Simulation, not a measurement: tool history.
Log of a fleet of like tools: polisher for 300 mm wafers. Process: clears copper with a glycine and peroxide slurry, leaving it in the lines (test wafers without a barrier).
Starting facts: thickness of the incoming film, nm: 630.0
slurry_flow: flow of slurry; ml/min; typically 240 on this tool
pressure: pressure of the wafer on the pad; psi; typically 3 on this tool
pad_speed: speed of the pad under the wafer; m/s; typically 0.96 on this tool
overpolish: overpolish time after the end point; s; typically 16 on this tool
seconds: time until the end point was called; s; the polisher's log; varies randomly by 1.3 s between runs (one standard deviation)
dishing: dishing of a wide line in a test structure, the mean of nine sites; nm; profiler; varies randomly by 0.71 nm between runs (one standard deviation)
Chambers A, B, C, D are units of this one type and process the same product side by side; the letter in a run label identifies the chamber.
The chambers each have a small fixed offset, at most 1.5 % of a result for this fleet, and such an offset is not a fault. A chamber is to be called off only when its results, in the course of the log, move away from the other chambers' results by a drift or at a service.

run	hour	slurry_flow	pressure	pad_speed	overpolish	seconds	dishing
1C	7.1	240	3	0.96	16	117.81	39.906
2B	12.8	240	3	0.96	16	121.11	38.49
3D	23.6	240	3	0.96	16	117.07	39.566
4A	35.2	240	3	0.96	16	115.85	39.293
5C	45.7	240	3	0.96	16	116.71	39.303
# hour 48.2: chamber B: head pressure recalibrated
6D	53.3	240	3	0.96	16	118.43	40.1
7A	65.2	240	3	0.96	16	116.8	39.355
# hour 65.5: chamber D: worn pad replaced by a new one
8B	75.8	240	3	0.96	16	118.79	40.125
# hour 85.3: chamber A: worn pad replaced by a new one
9D	85.9	240	3	0.96	16	118.75	39.12
# hour 89.2: chamber B: worn pad replaced by a new one
10B	96.2	240	3	0.96	16	120.79	37.923
11A	102.7	240	3	0.96	16	118.31	38.472
# hour 105.9: chamber A: slurry nozzle cleaned
12C	114	185	3	0.96	16	119.17	38.356
13B	120.4	185	3	0.96	16	124.29	37.976
14D	129.1	185	3	0.96	16	122.12	38.455
# hour 133.3: chamber C: worn pad replaced by a new one
15A	140.7	185	3	0.96	16	120.99	39.528
16C	148.1	280	3	0.96	16	115.04	38.767
# hour 150.9: chamber D: worn pad replaced by a new one
17C	155.7	280	3	0.96	16	116.09	41.008
18A	165	280	3	0.96	16	112.32	41.513
19D	173.4	280	3	0.96	16	116.22	40.906
# hour 183.2: chamber D: head pressure recalibrated
20B	184.4	240	3	0.96	16	117.52	39.15
# hour 191.9: chamber A: worn pad replaced by a new one
21A	195.8	240	3	0.96	16	115.1	40.24
# hour 198.1: chamber C: head pressure recalibrated
22C	207.1	240	3	0.96	16	117.97	39.886
23D	217.1	240	3	0.96	16	114.62	40.151
24B	226.3	240	3	0.96	16	119.24	39.377
25D	237	240	3	0.96	16	118.67	38.368
# hour 243.4: chamber D: worn pad replaced by a new one
26C	249	240	3	0.96	16	117.49	40.049
27A	257.5	305	3	0.96	11	109.77	33.231
28B	264.3	305	3	0.96	11	113.78	32.32
29B	271.9	305	3	0.96	11	115.87	31.506
# hour 277.4: chamber A: worn pad replaced by a new one
30A	278.9	305	3	0.96	11	107.14	34.533
31D	285	240	3	0.96	16	119.86	38.802
32C	293.2	240	3	0.96	16	118.1	39.559
33D	300.6	240	3	0.96	16	118.6	39.656
# hour 306.4: chamber A: slurry nozzle cleaned
# hour 310.8: chamber B: worn pad replaced by a new one
34B	311.1	240	3	0.96	16	116.07	38.743
# hour 314.6: chamber C: worn pad replaced by a new one
35C	322.9	240	3	0.96	16	119.86	37.906
36A	330.7	240	3	0.96	16	108.78	40.525
# hour 337.2: chamber D: worn pad replaced by a new one
# hour 341.2: chamber B: slurry nozzle cleaned
37C	342.6	240	3	0.96	16	114.2	40.046
38D	351.4	240	3	0.96	16	119.57	39.477
39B	358.5	240	3	0.78	16	139.57	36.58
40A	369.8	240	3	0.78	16	123.88	37.688

One chamber off, gauge drift, or nothing amiss beyond the chambers' own small offsets? If it is a chamber, which one, and what is the likeliest cause?

It is chamber A that slowly wanders off from its peers.
What lies behind it: head's pressure above its setpoint, % = 12.1.

Chamber A could run next with any of the 4 candidate recipes listed below; each alters the usual settings, and their results appear as question marks. Which one brings its results back in line with what the other chambers deliver on the usual settings?
In line means no further than this from the other chambers' mean on the usual settings: seconds 4.7 s; dishing 2.5 nm
41A-1	378.7	240	2.9	0.9	15	?	?
41A-2	378.7	240	3	0.98	16	?	?
41A-3	378.7	240	3	0.94	16	?	?
41A-4	378.7	240	3.2	1.02	16	?	?

Usual-settings mean across the other chambers: seconds 118.13 s; dishing 39.535 nm
run	seconds	dishing
41A-1	117.17	38.025
41A-2	106.03	41.186
41A-3	109.81	40.587
41A-4	96.948	42.898
With 41A-1, the chamber falls back in line with the rest.

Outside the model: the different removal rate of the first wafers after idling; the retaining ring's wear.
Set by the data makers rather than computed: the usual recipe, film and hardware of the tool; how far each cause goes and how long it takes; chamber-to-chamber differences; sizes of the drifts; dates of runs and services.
